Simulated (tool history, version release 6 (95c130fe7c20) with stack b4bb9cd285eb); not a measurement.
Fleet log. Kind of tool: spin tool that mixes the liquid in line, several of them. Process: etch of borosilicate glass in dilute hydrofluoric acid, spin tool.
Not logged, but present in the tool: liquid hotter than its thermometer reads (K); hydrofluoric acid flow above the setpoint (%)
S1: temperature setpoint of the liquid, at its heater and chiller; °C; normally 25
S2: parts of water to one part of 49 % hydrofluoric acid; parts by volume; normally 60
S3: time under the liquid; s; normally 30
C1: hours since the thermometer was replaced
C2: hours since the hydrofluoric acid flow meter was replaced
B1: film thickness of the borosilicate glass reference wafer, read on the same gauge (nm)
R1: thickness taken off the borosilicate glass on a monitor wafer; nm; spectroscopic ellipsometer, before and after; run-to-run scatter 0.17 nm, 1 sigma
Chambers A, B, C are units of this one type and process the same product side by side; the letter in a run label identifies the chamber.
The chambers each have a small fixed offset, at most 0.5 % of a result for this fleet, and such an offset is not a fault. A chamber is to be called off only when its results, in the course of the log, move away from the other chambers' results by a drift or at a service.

run 1A day=0.304 | S1=25 S2=60 S3=30 | C1=519.6 C2=1206.9 | B1=50.017 | R1=19.475
run 2C day=0.725 | S1=25 S2=60 S3=30 | C1=129 C2=243.7 | B1=49.96 | R1=19.399
run 3B day=1.025 | S1=25 S2=60 S3=30 | C1=1389.8 C2=306.5 | B1=49.976 | R1=19.526
run 4A day=1.308 | S1=25 S2=60 S3=30 | C1=543.7 C2=1231 | B1=50.026 | R1=19.264
run 5C day=1.875 | S1=25 S2=60 S3=30 | C1=156.6 C2=271.3 | B1=50.043 | R1=19.485
run 6B day=2.154 | S1=25 S2=60 S3=30 | C1=1416.9 C2=333.6 | B1=49.962 | R1=19.343
run 7C day=2.525 | S1=25 S2=60 S3=30 | C1=172.2 C2=286.9 | B1=50.013 | R1=19.373
run 8A day=2.908 | S1=25 S2=60 S3=30 | C1=582.1 C2=1269.4 | B1=50.013 | R1=19.82
run 9B day=3.292 | S1=25 S2=60 S3=30 | C1=1444.2 C2=360.9 | B1=49.961 | R1=19.56
run 10A day=3.654 | S1=25 S2=60 S3=30 | C1=600 C2=1287.3 | B1=49.986 | R1=19.482
-- day=3.892 chamber A: hydrofluoric acid flow meter replaced
run 11B day=4.025 | S1=25 S2=60 S3=30 | C1=1461.8 C2=378.5 | B1=50.038 | R1=19.761
run 12C day=4.296 | S1=25 S2=60 S3=30 | C1=214.7 C2=329.4 | B1=50.024 | R1=19.682
run 13A day=4.879 | S1=25 S2=60 S3=45 | C1=629.4 C2=23.7 | B1=49.963 | R1=29.414
run 14C day=5.192 | S1=25 S2=60 S3=45 | C1=236.2 C2=350.9 | B1=49.988 | R1=28.96
run 15B day=5.617 | S1=25 S2=60 S3=45 | C1=1500 C2=416.7 | B1=49.982 | R1=29.065
run 16A day=6.104 | S1=25 S2=60 S3=30 | C1=658.8 C2=53.1 | B1=49.991 | R1=19.244
run 17C day=6.654 | S1=22 S2=60 S3=30 | C1=271.3 C2=386 | B1=49.997 | R1=17.138
run 18B day=7.067 | S1=22 S2=60 S3=30 | C1=1534.8 C2=451.5 | B1=50.004 | R1=17.251
run 19B day=7.612 | S1=22 S2=60 S3=30 | C1=1547.9 C2=464.6 | B1=50.026 | R1=17.184
run 20A day=8.117 | S1=25 S2=60 S3=30 | C1=707.1 C2=101.4 | B1=49.99 | R1=19.344
run 21C day=8.683 | S1=25 S2=60 S3=30 | C1=320 C2=434.7 | B1=50.002 | R1=19.464
-- day=8.912 chamber A: thermometer replaced
run 22B day=9.038 | S1=27.5 S2=60 S3=30 | C1=1582.1 C2=498.8 | B1=49.997 | R1=21.658
run 23A day=9.325 | S1=27.5 S2=60 S3=30 | C1=10 C2=130.4 | B1=50.004 | R1=21.404
run 24C day=9.892 | S1=27.5 S2=60 S3=30 | C1=349 C2=463.7 | B1=50.022 | R1=21.703
run 25B day=10.338 | S1=25 S2=60 S3=30 | C1=1613.3 C2=530 | B1=49.987 | R1=19.412
run 26A day=10.692 | S1=25 S2=60 S3=30 | C1=42.8 C2=163.2 | B1=49.99 | R1=19.412
run 27C day=11.112 | S1=25 S2=60 S3=30 | C1=378.3 C2=493 | B1=49.961 | R1=19.339
run 28C day=11.417 | S1=25 S2=60 S3=30 | C1=385.6 C2=500.3 | B1=49.966 | R1=19.5
run 29B day=11.721 | S1=25 S2=60 S3=30 | C1=1646.5 C2=563.2 | B1=49.998 | R1=19.253
run 30A day=12.129 | S1=25 S2=60 S3=45 | C1=77.3 C2=197.7 | B1=50.035 | R1=28.895
run 31C day=12.458 | S1=25 S2=60 S3=45 | C1=410.6 C2=525.3 | B1=50.011 | R1=29.453
run 32A day=12.983 | S1=25 S2=60 S3=45 | C1=97.8 C2=218.2 | B1=50.007 | R1=28.968

All 3 chambers run these settings next. Forecast each chamber's results:
run 33A day=13.425 | S1=25 S2=80 S3=30 | R1=?
run 33B day=13.425 | S1=25 S2=80 S3=30 | R1=?
run 33C day=13.425 | S1=25 S2=80 S3=30 | R1=?

run=33A R1=14.173
run=33B R1=14.278
run=33C R1=14.255
